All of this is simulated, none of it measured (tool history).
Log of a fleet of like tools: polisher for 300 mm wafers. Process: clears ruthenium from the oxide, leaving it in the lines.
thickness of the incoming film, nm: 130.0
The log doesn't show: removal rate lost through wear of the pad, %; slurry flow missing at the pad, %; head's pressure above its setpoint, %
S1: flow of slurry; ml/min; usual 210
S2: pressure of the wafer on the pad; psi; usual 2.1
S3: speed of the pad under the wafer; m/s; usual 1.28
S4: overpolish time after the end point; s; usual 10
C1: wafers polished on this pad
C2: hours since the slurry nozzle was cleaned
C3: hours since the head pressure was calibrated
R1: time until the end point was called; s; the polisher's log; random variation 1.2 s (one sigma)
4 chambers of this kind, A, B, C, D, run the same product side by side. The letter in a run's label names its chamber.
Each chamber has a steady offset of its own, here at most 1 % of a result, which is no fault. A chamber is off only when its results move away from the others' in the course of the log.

run  hour   S1   S2    S3  S4   C1     C2     C3      R1
      1.4  -- chamber A: worn pad replaced by a new one
 1C   2.9  210  2.1  1.28  10  368   42.7  131.7  101.93
      4.9  -- chamber D: worn pad replaced by a new one
 2A   6.9  210  2.1  1.28  10   38   80.0  386.0  101.88
 3D  11.6  210  2.1  1.28  10   47  291.1  518.2  106.45
 4B  15.2  210  2.1  1.28  10  246  372.5  891.5  103.35
 5C  17.7  210  2.1  1.28  10  470   57.5  146.5  101.04
 6D  21.5  210  2.1  1.28  10  115  301.0  528.1  103.42
 7A  25.8  210  2.1  1.28  10  169   98.9  404.9  105.25
 8B  30.6  210  1.4  1.28  10  353  387.9  906.9  156.13
 9D  34.6  210  1.4  1.28  10  206  314.1  541.2  153.74
10A  39.1  210  1.4  1.28  10  261  112.2  418.2  156.92
11C  43.0  210  1.4  1.28  10  646   82.8  171.8  158.64
12B  46.1  210  2.1  1.28  10  460  403.4  922.4  102.80
13D  51.2  210  2.1  1.28  10  321  330.7  557.8  101.86
14A  55.7  210  2.1  1.28  10  376  128.8  434.8  104.38
15B  58.8  210  2.1  1.28  10  548  416.1  935.1  101.90
16C  61.4  210  2.1  1.28  10  773  101.2  190.2  108.63
17D  64.3  210  2.1  1.28  10  412  343.8  570.9  104.20
18A  66.8  210  2.1  1.28  10  453  139.9  445.9  105.61
19C  71.6  210  2.1  1.28  10  844  111.4  200.4  108.08
20B  74.1  210  2.1  1.28  10  654  431.4  950.4  103.74
21C  79.3  210  2.1  1.28  10  897  119.1  208.1  112.20
22A  83.1  210  2.1  1.28  10  566  156.2  462.2  104.40
23B  87.7  210  2.1  1.28  10  749  445.0  964.0  102.13
24D  90.6  210  2.1  1.28  10  594  370.1  597.2  103.90
25B  94.9  210  2.1  1.28  10  798  452.2  971.2  103.15

Is one chamber off against the others, does the gauge drift, or is nothing wrong? If a chamber is off, say which, and what the likeliest cause is.

Chamber C drifts away from the others.
Cause: removal rate lost through wear of the pad, % = 10.8.
The log may not tell that from: head's pressure below its setpoint, %.

Here are 4 candidates for chamber C's next run, each the usual settings with a change, their results left as question marks. Which one brings its results back in line with what the others give on the usual settings?
In line means no further than this from the other chambers' mean on the usual settings: R1 4.300 s
26C-1  98.6  210  2.2  1.36  10               ?
26C-2  98.6  210  2.0  1.20  10               ?
26C-3  98.6  215  2.3  1.40  10               ?
26C-4  98.6  205  1.9  1.16  10               ?

The other chambers' mean on the usual settings: R1 103.780 s
  run       R1
26C-1  104.590
26C-2  130.040
26C-3   96.972
26C-4  141.890
26C-1 brings the chamber back in line.

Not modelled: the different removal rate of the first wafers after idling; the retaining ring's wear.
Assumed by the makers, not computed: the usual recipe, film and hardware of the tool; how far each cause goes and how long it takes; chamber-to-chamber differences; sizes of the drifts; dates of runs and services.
